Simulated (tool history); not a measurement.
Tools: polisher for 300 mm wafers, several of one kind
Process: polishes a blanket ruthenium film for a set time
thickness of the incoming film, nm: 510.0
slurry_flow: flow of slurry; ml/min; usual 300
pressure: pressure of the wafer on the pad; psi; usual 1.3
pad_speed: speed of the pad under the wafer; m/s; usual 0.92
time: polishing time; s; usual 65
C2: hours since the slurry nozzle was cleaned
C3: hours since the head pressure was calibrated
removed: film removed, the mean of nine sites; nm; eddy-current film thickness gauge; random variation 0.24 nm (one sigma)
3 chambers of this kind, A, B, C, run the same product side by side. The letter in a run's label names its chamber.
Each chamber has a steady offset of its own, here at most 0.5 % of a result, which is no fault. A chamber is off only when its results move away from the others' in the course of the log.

Run 1A, day 0.512: usual settings; wafers polished on this pad 647; C2 185; C3 1197.1. Result: removed 40.056 nm.
At day 0.688: chamber B: worn pad replaced by a new one.
At day 0.875: chamber A: worn pad replaced by a new one.
Run 2C, day 0.896: usual settings; wafers polished on this pad 623; C2 139.3; C3 927.4. Result: removed 40.104 nm.
Run 3B, day 1.379: usual settings; wafers polished on this pad 215; C2 60.7; C3 256.4. Result: removed 40.095 nm.
Run 4A, day 1.638: usual settings; wafers polished on this pad 236; C2 212; C3 1224.1. Result: removed 40.384 nm.
Run 5C, day 2.038: usual settings; wafers polished on this pad 977; C2 166.7; C3 954.8. Result: removed 40.183 nm.
Run 6B, day 2.292: usual settings but slurry_flow 385 ml/min, pressure 1 psi; wafers polished on this pad 498; C2 82.6; C3 278.3. Result: removed 31.034 nm.
Run 7C, day 2.629: usual settings but slurry_flow 385 ml/min, pressure 1 psi; wafers polished on this pad 1160; C2 180.9; C3 969. Result: removed 31.306 nm.
Run 8B, day 2.888: usual settings but slurry_flow 385 ml/min, pressure 1 psi; wafers polished on this pad 683; C2 96.9; C3 292.6. Result: removed 31.75 nm.
At day 3.183: chamber C: worn pad replaced by a new one.
Run 9A, day 3.283: usual settings but slurry_flow 260 ml/min; wafers polished on this pad 747; C2 251.5; C3 1263.6. Result: removed 39.489 nm.
At day 3.371: chamber A: worn pad replaced by a new one.
Run 10B, day 3.729: usual settings but slurry_flow 260 ml/min; wafers polished on this pad 944; C2 117.1; C3 312.8. Result: removed 39.238 nm.
At day 4.05: chamber C: head pressure recalibrated.
Run 11C, day 4.171: usual settings but slurry_flow 260 ml/min; wafers polished on this pad 306; C2 217.9; C3 3. Result: removed 41.792 nm.
At day 4.417: chamber B: worn pad replaced by a new one.
Run 12A, day 4.662: usual settings; wafers polished on this pad 400; C2 284.6; C3 1296.7. Result: removed 40.191 nm.
Run 13C, day 5.108: usual settings; wafers polished on this pad 597; C2 240.4; C3 25.5. Result: removed 42.14 nm.
Run 14B, day 5.575: usual settings; wafers polished on this pad 359; C2 161.4; C3 357.1. Result: removed 39.814 nm.
Run 15A, day 6.029: usual settings; wafers polished on this pad 824; C2 317.4; C3 1329.5. Result: removed 39.888 nm.
At day 6.138: chamber A: worn pad replaced by a new one.
Run 16C, day 6.529: usual settings; wafers polished on this pad 1037; C2 274.5; C3 59.6. Result: removed 42.264 nm.
Run 17B, day 6.838: usual settings; wafers polished on this pad 750; C2 191.7; C3 387.4. Result: removed 40.12 nm.
At day 6.967: chamber C: slurry nozzle cleaned.
At day 7.042: chamber B: head pressure recalibrated.
Run 18A, day 7.229: usual settings; wafers polished on this pad 339; C2 346.2; C3 1358.3. Result: removed 40.619 nm.
At day 7.438: chamber A: head pressure recalibrated.
Run 19C, day 7.667: usual settings; wafers polished on this pad 1390; C2 16.8; C3 86.9. Result: removed 41.946 nm.
At day 7.892: chamber C: worn pad replaced by a new one.
Run 20B, day 8.167: usual settings; wafers polished on this pad 1162; C2 223.6; C3 27.1. Result: removed 40.142 nm.
At day 8.412: chamber B: worn pad replaced by a new one.
At day 8.438: chamber A: worn pad replaced by a new one.
Run 21A, day 8.529: usual settings; wafers polished on this pad 28; C2 377.4; C3 26.2. Result: removed 40.473 nm.
Run 22C, day 8.883: usual settings; wafers polished on this pad 307; C2 46; C3 116.1. Result: removed 41.955 nm.
Run 23A, day 9.146: usual settings; wafers polished on this pad 219; C2 392.2; C3 41. Result: removed 40.03 nm.
Run 24B, day 9.408: usual settings; wafers polished on this pad 309; C2 253.4; C3 56.9. Result: removed 40.013 nm.
At day 9.662: chamber B: slurry nozzle cleaned.
Run 25C, day 9.879: usual settings; wafers polished on this pad 616; C2 69.9; C3 140. Result: removed 41.857 nm.
Run 26A, day 10.121: usual settings but pressure 1.7 psi, time 55 s; wafers polished on this pad 522; C2 415.6; C3 64.4. Result: removed 44.578 nm.
Run 27B, day 10.608: usual settings but pressure 1.7 psi, time 55 s; wafers polished on this pad 681; C2 22.7; C3 85.7. Result: removed 44.52 nm.
At day 10.7: chamber A: worn pad replaced by a new one.
Run 28B, day 10.992: usual settings but pressure 1.7 psi, time 55 s; wafers polished on this pad 800; C2 31.9; C3 94.9. Result: removed 44.596 nm.
Run 29C, day 11.375: usual settings but slurry_flow 400 ml/min, pad_speed 1.24 m/s; wafers polished on this pad 1079; C2 105.8; C3 175.9. Result: removed 58.314 nm.
Run 30A, day 11.792: usual settings but slurry_flow 400 ml/min, pad_speed 1.24 m/s; wafers polished on this pad 339; C2 455.7; C3 104.5. Result: removed 55.036 nm.
Run 31B, day 12.125: usual settings but slurry_flow 400 ml/min, pad_speed 1.24 m/s; wafers polished on this pad 1151; C2 59.1; C3 122.1. Result: removed 55.561 nm.

All 3 chambers run these settings next. Forecast each chamber's results:
Run 32A, day 12.496: usual settings. Result: removed ?.
Run 32B, day 12.496: usual settings. Result: removed ?.
Run 32C, day 12.496: usual settings. Result: removed ?.

run  removed
32A   40.515
32B   39.892
32C   41.958

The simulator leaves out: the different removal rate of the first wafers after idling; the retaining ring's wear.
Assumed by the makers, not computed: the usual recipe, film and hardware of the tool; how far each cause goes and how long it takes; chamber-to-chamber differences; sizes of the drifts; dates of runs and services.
